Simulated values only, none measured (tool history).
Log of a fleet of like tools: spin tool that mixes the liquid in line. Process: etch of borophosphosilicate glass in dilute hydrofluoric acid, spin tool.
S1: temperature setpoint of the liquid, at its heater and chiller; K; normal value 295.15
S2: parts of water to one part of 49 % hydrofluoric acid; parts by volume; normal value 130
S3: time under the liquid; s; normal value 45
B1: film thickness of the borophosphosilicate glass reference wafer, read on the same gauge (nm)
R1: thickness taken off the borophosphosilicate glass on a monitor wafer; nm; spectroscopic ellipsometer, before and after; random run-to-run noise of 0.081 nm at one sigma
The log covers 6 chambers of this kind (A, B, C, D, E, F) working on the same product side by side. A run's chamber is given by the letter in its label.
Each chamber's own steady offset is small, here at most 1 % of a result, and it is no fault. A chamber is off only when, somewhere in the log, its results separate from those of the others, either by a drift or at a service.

run 1C day=0.583 | S1=295.15 S2=130 S3=45 | B1=80.014 | R1=11.3190
run 2B day=1.217 | S1=295.15 S2=130 S3=45 | B1=80.008 | R1=11.5890
run 3E day=1.858 | S1=295.15 S2=130 S3=45 | B1=80.002 | R1=11.4450
run 4D day=2.188 | S1=295.15 S2=130 S3=45 | B1=80.011 | R1=11.4800
run 5F day=2.679 | S1=295.15 S2=130 S3=45 | B1=80.012 | R1=11.4170
run 6A day=3.129 | S1=295.15 S2=130 S3=45 | B1=80.004 | R1=11.3710
run 7A day=3.654 | S1=295.15 S2=130 S3=45 | B1=80.000 | R1=11.4990
run 8B day=4.288 | S1=295.15 S2=130 S3=45 | B1=79.992 | R1=11.4760
-- day=4.338 chamber C: hydrofluoric acid flow meter replaced
run 9D day=4.938 | S1=295.15 S2=130 S3=45 | B1=80.025 | R1=11.5710
run 10E day=5.571 | S1=295.15 S2=130 S3=45 | B1=80.002 | R1=11.4860
run 11F day=6.058 | S1=295.15 S2=130 S3=60 | B1=79.981 | R1=15.3580
-- day=6.179 chamber C: thermometer replaced
run 12C day=6.567 | S1=295.15 S2=130 S3=60 | B1=80.006 | R1=15.1670
run 13A day=7.079 | S1=295.15 S2=130 S3=60 | B1=79.991 | R1=15.2520
run 14C day=7.479 | S1=295.15 S2=130 S3=60 | B1=80.002 | R1=15.3570
run 15B day=7.833 | S1=295.15 S2=130 S3=60 | B1=80.013 | R1=15.4020
-- day=8.246 chamber D: hydrofluoric acid flow meter replaced
run 16D day=8.271 | S1=295.15 S2=130 S3=60 | B1=79.998 | R1=15.0480
run 17E day=8.954 | S1=292.15 S2=105 S3=45 | B1=79.996 | R1=12.9040
run 18F day=9.333 | S1=292.15 S2=105 S3=45 | B1=79.994 | R1=13.0130
-- day=9.812 chamber F: hydrofluoric acid flow meter replaced
run 19E day=9.917 | S1=292.15 S2=105 S3=45 | B1=80.014 | R1=12.9810
run 20D day=10.383 | S1=292.15 S2=105 S3=45 | B1=80.002 | R1=12.9480
run 21C day=10.721 | S1=292.15 S2=105 S3=45 | B1=79.992 | R1=12.6730
run 22F day=11.208 | S1=292.15 S2=105 S3=45 | B1=79.994 | R1=13.0070
-- day=11.475 chamber A: hydrofluoric acid flow meter replaced
run 23B day=11.788 | S1=295.15 S2=130 S3=45 | B1=80.003 | R1=11.4510
run 24A day=12.154 | S1=295.15 S2=130 S3=45 | B1=79.994 | R1=11.0560
run 25C day=12.496 | S1=295.15 S2=130 S3=45 | B1=79.975 | R1=11.4520
run 26E day=13.071 | S1=295.15 S2=130 S3=45 | B1=79.990 | R1=11.4900
run 27B day=13.533 | S1=295.15 S2=130 S3=45 | B1=79.986 | R1=11.5080
-- day=13.675 chamber B: hydrofluoric acid flow meter replaced
run 28D day=14.196 | S1=295.15 S2=130 S3=45 | B1=79.986 | R1=11.5050
run 29A day=14.704 | S1=295.15 S2=130 S3=45 | B1=79.994 | R1=10.9800
run 30F day=15.392 | S1=295.15 S2=130 S3=45 | B1=80.002 | R1=11.4920
run 31A day=15.867 | S1=295.15 S2=130 S3=45 | B1=79.980 | R1=10.9170
run 32B day=16.250 | S1=295.15 S2=130 S3=45 | B1=80.016 | R1=11.4950
run 33C day=16.717 | S1=295.15 S2=130 S3=45 | B1=80.022 | R1=11.2750
run 34F day=17.167 | S1=295.15 S2=130 S3=45 | B1=80.013 | R1=11.3570
run 35D day=17.521 | S1=295.15 S2=130 S3=45 | B1=80.002 | R1=11.6160
run 36E day=17.942 | S1=295.15 S2=130 S3=45 | B1=80.007 | R1=11.5380
run 37A day=18.508 | S1=295.15 S2=130 S3=45 | B1=79.991 | R1=10.8280
run 38C day=19.000 | S1=295.15 S2=130 S3=45 | B1=79.999 | R1=11.3750
run 39D day=19.600 | S1=295.15 S2=130 S3=45 | B1=80.008 | R1=11.3850
run 40E day=20.188 | S1=297.65 S2=190 S3=45 | B1=79.995 | R1=8.1708
run 41F day=20.529 | S1=297.65 S2=190 S3=45 | B1=80.017 | R1=8.0528
run 42B day=20.900 | S1=297.65 S2=190 S3=45 | B1=79.991 | R1=7.9484

Is one chamber off against the others, does the gauge drift, or is nothing wrong? If a chamber is off, say which, and what the likeliest cause is.

It is chamber A that slowly wanders off from its peers.
Likeliest cause: liquid colder than its thermometer reads (K) = 1.71.

Chamber A could run next with any of the 4 candidate recipes listed below; each alters the usual settings, and their results appear as question marks. Which one brings its results back in line with what the other chambers deliver on the usual settings?
In line means no further than this from the other chambers' mean on the usual settings: R1 0.2800 nm
run 43A-1 day=21.400 | S1=297.15 S2=130 S3=45 | R1=?
run 43A-2 day=21.400 | S1=293.15 S2=130 S3=45 | R1=?
run 43A-3 day=21.400 | S1=294.65 S2=130 S3=45 | R1=?
run 43A-4 day=21.400 | S1=295.65 S2=130 S3=45 | R1=?

What the other chambers average on the usual settings: R1 11.4420 nm
run=43A-1 R1=11.5420
run=43A-2 R1=9.8241
run=43A-3 R1=10.4460
run=43A-4 R1=10.8750
43A-1 puts the chamber back in line with the other chambers.
